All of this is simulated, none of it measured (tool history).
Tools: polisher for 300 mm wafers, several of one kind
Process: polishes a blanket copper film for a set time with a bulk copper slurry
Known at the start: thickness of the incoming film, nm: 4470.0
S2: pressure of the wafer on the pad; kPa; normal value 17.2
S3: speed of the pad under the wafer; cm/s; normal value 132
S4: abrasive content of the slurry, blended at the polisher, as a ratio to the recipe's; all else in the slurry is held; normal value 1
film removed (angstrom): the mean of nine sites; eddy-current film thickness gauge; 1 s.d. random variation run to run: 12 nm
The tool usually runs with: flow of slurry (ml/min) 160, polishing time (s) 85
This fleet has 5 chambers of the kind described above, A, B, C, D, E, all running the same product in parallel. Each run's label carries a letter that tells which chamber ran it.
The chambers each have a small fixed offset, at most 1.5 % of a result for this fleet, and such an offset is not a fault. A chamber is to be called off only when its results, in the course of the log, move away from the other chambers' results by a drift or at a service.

{"run": "1E", "hour": 3.7, "flow of slurry (ml/min)": 160, "S2": 17.2, "S3": 132, "S4": 1, "polishing time (s)": 85, "film removed (angstrom)": 7969.7}
{"run": "2A", "hour": 7.1, "flow of slurry (ml/min)": 160, "S2": 17.2, "S3": 132, "S4": 1, "polishing time (s)": 85, "film removed (angstrom)": 7801}
{"run": "3B", "hour": 10.6, "flow of slurry (ml/min)": 160, "S2": 17.2, "S3": 132, "S4": 1, "polishing time (s)": 85, "film removed (angstrom)": 8241.6}
{"run": "4D", "hour": 15.1, "flow of slurry (ml/min)": 160, "S2": 17.2, "S3": 132, "S4": 1, "polishing time (s)": 85, "film removed (angstrom)": 8189.9}
{"hour": 17.3, "done": "chamber C: worn pad replaced by a new one"}
{"run": "5C", "hour": 18.3, "flow of slurry (ml/min)": 160, "S2": 17.2, "S3": 132, "S4": 1, "polishing time (s)": 85, "film removed (angstrom)": 8360.2}
{"hour": 19.3, "done": "chamber B: slurry blender recalibrated"}
{"hour": 20.5, "done": "chamber B: head pressure recalibrated"}
{"hour": 21.5, "done": "chamber A: worn pad replaced by a new one"}
{"run": "6C", "hour": 21.9, "flow of slurry (ml/min)": 160, "S2": 17.2, "S3": 132, "S4": 1, "polishing time (s)": 85, "film removed (angstrom)": 8169.4}
{"run": "7E", "hour": 24.8, "flow of slurry (ml/min)": 160, "S2": 17.2, "S3": 132, "S4": 1, "polishing time (s)": 85, "film removed (angstrom)": 8153.3}
{"run": "8A", "hour": 27.8, "flow of slurry (ml/min)": 160, "S2": 17.2, "S3": 132, "S4": 1, "polishing time (s)": 85, "film removed (angstrom)": 7986.9}
{"hour": 29.0, "done": "chamber E: worn pad replaced by a new one"}
{"run": "9D", "hour": 31.5, "flow of slurry (ml/min)": 160, "S2": 17.2, "S3": 132, "S4": 1, "polishing time (s)": 85, "film removed (angstrom)": 8036.4}
{"run": "10B", "hour": 35.9, "flow of slurry (ml/min)": 160, "S2": 17.2, "S3": 132, "S4": 1, "polishing time (s)": 85, "film removed (angstrom)": 7937.6}
{"run": "11C", "hour": 39.6, "flow of slurry (ml/min)": 160, "S2": 17.2, "S3": 132, "S4": 1, "polishing time (s)": 85, "film removed (angstrom)": 8051.8}
{"run": "12B", "hour": 42.6, "flow of slurry (ml/min)": 160, "S2": 17.2, "S3": 132, "S4": 1, "polishing time (s)": 85, "film removed (angstrom)": 8131.9}
{"run": "13D", "hour": 45.7, "flow of slurry (ml/min)": 160, "S2": 17.2, "S3": 132, "S4": 1, "polishing time (s)": 85, "film removed (angstrom)": 8058.9}
{"run": "14E", "hour": 50.1, "flow of slurry (ml/min)": 160, "S2": 17.2, "S3": 132, "S4": 1, "polishing time (s)": 85, "film removed (angstrom)": 7985.8}
{"run": "15A", "hour": 53.6, "flow of slurry (ml/min)": 210, "S2": 17.2, "S3": 148, "S4": 1, "polishing time (s)": 85, "film removed (angstrom)": 9285.4}
{"run": "16C", "hour": 57.4, "flow of slurry (ml/min)": 210, "S2": 17.2, "S3": 148, "S4": 1, "polishing time (s)": 85, "film removed (angstrom)": 9490.7}
{"run": "17A", "hour": 61.0, "flow of slurry (ml/min)": 210, "S2": 17.2, "S3": 148, "S4": 1, "polishing time (s)": 85, "film removed (angstrom)": 9241.8}
{"run": "18E", "hour": 65.2, "flow of slurry (ml/min)": 210, "S2": 17.2, "S3": 148, "S4": 1, "polishing time (s)": 85, "film removed (angstrom)": 9430.6}
{"run": "19B", "hour": 69.0, "flow of slurry (ml/min)": 210, "S2": 17.2, "S3": 148, "S4": 1, "polishing time (s)": 85, "film removed (angstrom)": 9238.5}
{"run": "20D", "hour": 72.7, "flow of slurry (ml/min)": 195, "S2": 17.2, "S3": 132, "S4": 0.9, "polishing time (s)": 85, "film removed (angstrom)": 8122.2}
{"run": "21D", "hour": 76.4, "flow of slurry (ml/min)": 195, "S2": 17.2, "S3": 132, "S4": 0.9, "polishing time (s)": 85, "film removed (angstrom)": 8180.1}
{"run": "22A", "hour": 79.0, "flow of slurry (ml/min)": 195, "S2": 17.2, "S3": 132, "S4": 0.9, "polishing time (s)": 85, "film removed (angstrom)": 7999.9}
{"run": "23C", "hour": 82.4, "flow of slurry (ml/min)": 195, "S2": 17.2, "S3": 132, "S4": 0.9, "polishing time (s)": 85, "film removed (angstrom)": 8214.8}
{"hour": 86.6, "done": "chamber D: worn pad replaced by a new one"}
{"run": "24B", "hour": 86.9, "flow of slurry (ml/min)": 195, "S2": 17.2, "S3": 132, "S4": 0.9, "polishing time (s)": 85, "film removed (angstrom)": 7878.6}
{"run": "25E", "hour": 89.1, "flow of slurry (ml/min)": 160, "S2": 17.2, "S3": 132, "S4": 1, "polishing time (s)": 85, "film removed (angstrom)": 7922.1}
{"run": "26C", "hour": 93.2, "flow of slurry (ml/min)": 160, "S2": 15.2, "S3": 132, "S4": 1, "polishing time (s)": 69, "film removed (angstrom)": 5820.5}
{"run": "27A", "hour": 96.4, "flow of slurry (ml/min)": 160, "S2": 15.2, "S3": 132, "S4": 1, "polishing time (s)": 69, "film removed (angstrom)": 5855}
{"run": "28B", "hour": 100.6, "flow of slurry (ml/min)": 160, "S2": 15.2, "S3": 132, "S4": 1, "polishing time (s)": 69, "film removed (angstrom)": 5363.1}
{"run": "29E", "hour": 105.0, "flow of slurry (ml/min)": 160, "S2": 15.2, "S3": 132, "S4": 1, "polishing time (s)": 69, "film removed (angstrom)": 5761.1}
{"run": "30D", "hour": 109.3, "flow of slurry (ml/min)": 160, "S2": 15.2, "S3": 132, "S4": 1, "polishing time (s)": 69, "film removed (angstrom)": 5737.4}
{"run": "31A", "hour": 113.9, "flow of slurry (ml/min)": 160, "S2": 17.2, "S3": 132, "S4": 1, "polishing time (s)": 85, "film removed (angstrom)": 8183.7}
{"hour": 115.4, "done": "chamber B: slurry nozzle cleaned"}
{"run": "32D", "hour": 116.2, "flow of slurry (ml/min)": 160, "S2": 17.2, "S3": 132, "S4": 1, "polishing time (s)": 85, "film removed (angstrom)": 7980.7}
{"run": "33C", "hour": 119.0, "flow of slurry (ml/min)": 160, "S2": 17.2, "S3": 132, "S4": 1, "polishing time (s)": 85, "film removed (angstrom)": 8021.6}
{"run": "34B", "hour": 122.9, "flow of slurry (ml/min)": 160, "S2": 17.2, "S3": 132, "S4": 1, "polishing time (s)": 85, "film removed (angstrom)": 7350}
{"run": "35E", "hour": 126.9, "flow of slurry (ml/min)": 215, "S2": 17.2, "S3": 106, "S4": 1, "polishing time (s)": 85, "film removed (angstrom)": 6874.6}
{"run": "36E", "hour": 131.0, "flow of slurry (ml/min)": 215, "S2": 17.2, "S3": 106, "S4": 1, "polishing time (s)": 85, "film removed (angstrom)": 6759.5}
{"run": "37D", "hour": 135.0, "flow of slurry (ml/min)": 215, "S2": 17.2, "S3": 106, "S4": 1, "polishing time (s)": 85, "film removed (angstrom)": 6775}
{"run": "38A", "hour": 137.5, "flow of slurry (ml/min)": 215, "S2": 17.2, "S3": 106, "S4": 1, "polishing time (s)": 85, "film removed (angstrom)": 6636.5}
{"run": "39B", "hour": 140.7, "flow of slurry (ml/min)": 215, "S2": 17.2, "S3": 106, "S4": 1, "polishing time (s)": 85, "film removed (angstrom)": 6052.2}

All 5 chambers run these settings next. Forecast each chamber's results:
{"run": "40A", "hour": 144.2, "flow of slurry (ml/min)": 160, "S2": 17.2, "S3": 132, "S4": 1, "polishing time (s)": 109, "film removed (angstrom)": "?"}
{"run": "40B", "hour": 144.2, "flow of slurry (ml/min)": 160, "S2": 17.2, "S3": 132, "S4": 1, "polishing time (s)": 109, "film removed (angstrom)": "?"}
{"run": "40C", "hour": 144.2, "flow of slurry (ml/min)": 160, "S2": 17.2, "S3": 132, "S4": 1, "polishing time (s)": 109, "film removed (angstrom)": "?"}
{"run": "40D", "hour": 144.2, "flow of slurry (ml/min)": 160, "S2": 17.2, "S3": 132, "S4": 1, "polishing time (s)": 109, "film removed (angstrom)": "?"}
{"run": "40E", "hour": 144.2, "flow of slurry (ml/min)": 160, "S2": 17.2, "S3": 132, "S4": 1, "polishing time (s)": 109, "film removed (angstrom)": "?"}

run=40A film_removed_(angstrom)=10339
run=40B film_removed_(angstrom)=9541.3
run=40C film_removed_(angstrom)=10329
run=40D film_removed_(angstrom)=10524
run=40E film_removed_(angstrom)=10338
